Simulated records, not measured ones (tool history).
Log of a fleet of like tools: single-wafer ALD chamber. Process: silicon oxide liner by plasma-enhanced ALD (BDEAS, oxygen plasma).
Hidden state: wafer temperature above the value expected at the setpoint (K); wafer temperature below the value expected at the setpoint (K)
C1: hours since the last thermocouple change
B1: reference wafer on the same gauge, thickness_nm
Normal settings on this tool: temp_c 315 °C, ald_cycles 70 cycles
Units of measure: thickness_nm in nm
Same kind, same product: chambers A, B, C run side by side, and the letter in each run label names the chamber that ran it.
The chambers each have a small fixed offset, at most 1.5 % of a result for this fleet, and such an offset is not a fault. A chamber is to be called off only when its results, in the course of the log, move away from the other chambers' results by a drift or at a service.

run 1A hour=4.1 | temp_c=315 ald_cycles=70 | C1=2547.9 | B1=7.5198 | thickness_nm=6.3931
run 2C hour=11.7 | temp_c=315 ald_cycles=70 | C1=2008.1 | B1=7.5117 | thickness_nm=6.4704
run 3B hour=15.5 | temp_c=315 ald_cycles=70 | C1=741.5 | B1=7.5113 | thickness_nm=6.3317
run 4B hour=19.1 | temp_c=315 ald_cycles=70 | C1=745.1 | B1=7.5069 | thickness_nm=6.3286
run 5A hour=24 | temp_c=315 ald_cycles=70 | C1=2567.8 | B1=7.5181 | thickness_nm=6.4076
run 6C hour=28.8 | temp_c=315 ald_cycles=70 | C1=2025.2 | B1=7.5042 | thickness_nm=6.4202
run 7B hour=34.9 | temp_c=315 ald_cycles=70 | C1=760.9 | B1=7.5158 | thickness_nm=6.2991
run 8C hour=41.6 | temp_c=315 ald_cycles=70 | C1=2038 | B1=7.512 | thickness_nm=6.4362
run 9A hour=45.7 | temp_c=315 ald_cycles=70 | C1=2589.5 | B1=7.5151 | thickness_nm=6.4678
run 10A hour=49.5 | temp_c=315 ald_cycles=70 | C1=2593.3 | B1=7.5157 | thickness_nm=6.4126
run 11B hour=54.8 | temp_c=315 ald_cycles=70 | C1=780.8 | B1=7.5022 | thickness_nm=6.2781
run 12C hour=60.5 | temp_c=305 ald_cycles=77 | C1=2056.9 | B1=7.5131 | thickness_nm=7.1869
run 13A hour=68.5 | temp_c=305 ald_cycles=77 | C1=2612.3 | B1=7.5079 | thickness_nm=7.2524
run 14C hour=73 | temp_c=305 ald_cycles=77 | C1=2069.4 | B1=7.4994 | thickness_nm=7.1721
run 15B hour=77.8 | temp_c=315 ald_cycles=70 | C1=803.8 | B1=7.4938 | thickness_nm=6.3785
run 16A hour=82.9 | temp_c=315 ald_cycles=70 | C1=2626.7 | B1=7.5171 | thickness_nm=6.4131
-- hour=85.2 chamber C: thermocouple changed; heater temperature recalibrated
run 17B hour=90.5 | temp_c=315 ald_cycles=70 | C1=816.5 | B1=7.5118 | thickness_nm=6.3244
run 18C hour=96 | temp_c=315 ald_cycles=70 | C1=10.9 | B1=7.5144 | thickness_nm=6.4023
run 19C hour=104.2 | temp_c=321 ald_cycles=60 | C1=19.1 | B1=7.5103 | thickness_nm=5.5047
run 20B hour=110.1 | temp_c=321 ald_cycles=60 | C1=836.1 | B1=7.4986 | thickness_nm=5.3735
-- hour=115.4 chamber A: thermocouple changed; heater temperature recalibrated
run 21A hour=116.7 | temp_c=321 ald_cycles=60 | C1=1.3 | B1=7.5051 | thickness_nm=5.4905
run 22C hour=124.6 | temp_c=315 ald_cycles=70 | C1=39.5 | B1=7.4976 | thickness_nm=6.4621
run 23B hour=129.9 | temp_c=315 ald_cycles=70 | C1=855.9 | B1=7.5248 | thickness_nm=6.3185
run 24A hour=135.4 | temp_c=315 ald_cycles=70 | C1=20 | B1=7.5025 | thickness_nm=6.4821
run 25A hour=139.2 | temp_c=315 ald_cycles=70 | C1=23.8 | B1=7.5182 | thickness_nm=6.4057
run 26C hour=144 | temp_c=315 ald_cycles=70 | C1=58.9 | B1=7.5216 | thickness_nm=6.4075
run 27B hour=149.3 | temp_c=315 ald_cycles=70 | C1=875.3 | B1=7.5143 | thickness_nm=6.285
run 28C hour=154.1 | temp_c=315 ald_cycles=70 | C1=69 | B1=7.5093 | thickness_nm=6.5161
run 29B hour=158.2 | temp_c=315 ald_cycles=70 | C1=884.2 | B1=7.5145 | thickness_nm=6.3084
run 30A hour=166.5 | temp_c=315 ald_cycles=70 | C1=51.1 | B1=7.5073 | thickness_nm=6.5038

Decide between three cases: one chamber stands off from its peers, the gauge reading all wafers drifts, or nothing is wrong past each chamber's small offset. Where a chamber is off, say which and what most likely put it there.

The fleet is healthy, with each chamber sitting at its usual small offset and no drift in the gauge.
